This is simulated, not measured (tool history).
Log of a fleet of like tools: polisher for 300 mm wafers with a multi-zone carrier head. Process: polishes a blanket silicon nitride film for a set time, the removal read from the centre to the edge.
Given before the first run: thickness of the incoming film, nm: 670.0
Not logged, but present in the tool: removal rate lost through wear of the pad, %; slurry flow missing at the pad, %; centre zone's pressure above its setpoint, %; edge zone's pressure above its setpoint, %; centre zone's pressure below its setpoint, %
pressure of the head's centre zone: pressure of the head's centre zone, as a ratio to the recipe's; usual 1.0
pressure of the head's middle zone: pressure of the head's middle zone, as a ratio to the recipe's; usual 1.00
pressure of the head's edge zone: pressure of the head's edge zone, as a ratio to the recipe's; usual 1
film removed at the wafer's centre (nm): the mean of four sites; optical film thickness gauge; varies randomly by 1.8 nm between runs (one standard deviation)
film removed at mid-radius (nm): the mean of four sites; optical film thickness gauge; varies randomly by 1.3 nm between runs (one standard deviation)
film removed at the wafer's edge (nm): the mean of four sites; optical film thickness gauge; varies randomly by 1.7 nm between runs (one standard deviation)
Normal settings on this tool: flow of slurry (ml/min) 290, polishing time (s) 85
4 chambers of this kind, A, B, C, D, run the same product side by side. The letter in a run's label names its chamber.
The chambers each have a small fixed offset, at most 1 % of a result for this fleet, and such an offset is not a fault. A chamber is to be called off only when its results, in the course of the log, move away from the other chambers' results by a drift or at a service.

run	day	flow of slurry (ml/min)	pressure of the head's centre zone	pressure of the head's middle zone	pressure of the head's edge zone	polishing time (s)	wafers polished on this pad	hours since the slurry nozzle was cleaned	hours since the centre zone pressure was calibrated	hours since the edge zone pressure was calibrated	film removed at the wafer's centre (nm)	film removed at mid-radius (nm)	film removed at the wafer's edge (nm)
1C	0.233	290	1.0	1.00	1	85	1465	31.2	10.6	1165.5	136.57	133.930	137.60
# day 0.412: chamber C: worn pad replaced by a new one
2B	0.696	290	1.0	1.00	1	85	157	165.6	116.6	230.7	135.98	132.640	135.22
3D	1.146	290	1.0	1.00	1	85	1064	100.7	72.8	376.0	132.42	133.740	136.41
4A	1.429	290	1.0	1.00	1	85	633	318.3	894.4	865.7	135.91	133.300	131.54
# day 1.688: chamber A: worn pad replaced by a new one
5D	1.700	290	1.0	1.00	1	85	1187	114.0	86.1	389.3	130.84	133.300	136.24
6B	2.133	290	1.0	1.00	1	85	476	200.1	151.1	265.2	136.79	133.160	134.12
# day 2.521: chamber D: worn pad replaced by a new one
7C	2.654	290	1.0	1.00	1	109	497	89.3	68.7	1223.6	177.24	172.380	172.57
# day 2.962: chamber B: worn pad replaced by a new one
8A	3.025	290	1.0	1.00	1	109	297	356.6	932.7	904.0	173.16	172.870	173.28
9A	3.325	290	1.0	1.00	1	109	363	363.8	939.9	911.2	170.25	171.090	171.37
10C	3.662	290	1.0	1.00	1	109	721	113.5	92.9	1247.8	170.13	173.920	177.32
11D	4.142	290	0.9	1.00	1	85	359	172.6	144.7	447.9	118.69	132.830	134.16
12B	4.571	290	0.9	1.00	1	85	357	258.6	209.6	323.7	118.83	132.230	133.38
# day 4.792: chamber A: centre zone pressure recalibrated
13B	4.804	290	0.9	1.00	1	85	409	264.2	215.2	329.3	121.50	134.940	134.19
# day 4.838: chamber A: worn pad replaced by a new one
14A	5.208	290	0.9	1.00	1	85	82	409.0	10.0	956.4	128.84	133.910	135.25
15C	5.638	290	1.0	1.00	1	85	1160	160.9	140.3	1295.2	135.66	132.970	133.69
16D	5.962	290	1.0	1.00	1	85	764	216.3	188.4	491.6	135.74	134.200	136.82
# day 6.025: chamber B: worn pad replaced by a new one
# day 6.133: chamber C: worn pad replaced by a new one
17B	6.250	290	1.0	1.00	1	85	50	298.9	249.9	364.0	132.11	131.880	133.46
# day 6.262: chamber C: edge zone pressure recalibrated
18D	6.583	290	1.0	1.00	1	85	901	231.2	203.3	506.5	137.26	132.330	131.31
19C	6.854	290	1.0	1.00	1	85	160	190.1	169.5	14.3	137.48	135.170	134.36
# day 6.933: chamber B: edge zone pressure recalibrated
20A	7.192	290	1.0	1.00	1	85	522	456.6	57.6	1004.0	144.83	133.810	131.93
21A	7.462	290	1.0	0.88	1	70	582	463.1	64.1	1010.5	116.46	97.538	111.18
# day 7.596: chamber A: worn pad replaced by a new one
# day 7.642: chamber D: worn pad replaced by a new one
22D	7.896	290	1.0	0.88	1	70	56	262.7	234.8	538.0	110.35	96.980	110.99
23C	8.246	290	1.0	0.88	1	70	468	223.5	202.9	47.7	111.66	97.987	109.82
24B	8.721	290	1.0	0.88	1	70	598	358.2	309.2	43.0	109.36	96.071	109.16
# day 8.954: chamber B: worn pad replaced by a new one
25C	9.042	290	1.0	1.00	1	85	645	242.6	222.0	66.8	135.56	133.100	136.53
# day 9.325: chamber B: centre zone pressure recalibrated
26D	9.488	290	1.0	1.00	1	85	410	300.9	273.0	576.2	136.39	135.470	136.39
# day 9.825: chamber B: slurry nozzle cleaned
27A	9.833	290	1.0	1.00	1	71	496	520.0	121.0	1067.4	123.61	111.700	110.91
28B	10.100	290	1.0	1.00	1	71	254	6.6	18.7	76.1	112.81	113.590	109.55
# day 10.258: chamber A: worn pad replaced by a new one
29D	10.571	290	1.0	1.00	1	71	650	326.9	299.0	602.2	114.08	112.200	114.01
30B	10.933	290	1.0	1.00	1	71	439	26.6	38.7	96.1	111.57	111.730	113.39
31A	11.379	290	1.0	1.00	1	85	249	557.1	158.1	1104.5	143.08	134.220	134.50
32C	11.879	290	1.0	1.00	1	85	1275	310.7	290.1	134.9	136.65	132.780	133.32

Read the log: is a single chamber off, either drifting away or since a service, is the gauge that measures every chamber drifting, or is nothing wrong beyond small per-chamber offsets? Name any odd chamber and what most likely caused it.

A service on chamber A put it out of line with the rest.
What lies behind it: centre zone's pressure above its setpoint, % = 6.47.

Chamber A could run next with any of the 4 candidate recipes listed below; each alters the usual settings, and their results appear as question marks. Which one brings its results back in line with what the other chambers deliver on the usual settings?
In-line tolerance around the mean of the other chambers on the usual settings: film removed at the wafer's centre (nm) 6.30; film removed at mid-radius (nm) 4.600; film removed at the wafer's edge (nm) 6.10
33A-1	12.262	300	1.13	0.98	0.95	86					?	?	?
33A-2	12.262	295	1.06	0.99	0.98	85					?	?	?
33A-3	12.262	280	0.87	1.02	1.05	84					?	?	?
33A-4	12.262	285	0.94	1.01	1.02	85					?	?	?

Other chambers, usual settings, mean: film removed at the wafer's centre (nm) 134.79; film removed at mid-radius (nm) 133.590; film removed at the wafer's edge (nm) 134.28
run	film removed at the wafer's centre (nm)	film removed at mid-radius (nm)	film removed at the wafer's edge (nm)
33A-1	168.23	132.830	131.19
33A-2	154.95	132.340	131.60
33A-3	122.84	133.840	134.32
33A-4	135.54	134.410	134.02
The right change is 33A-4: it brings the chamber back within the allowed miss of the others.
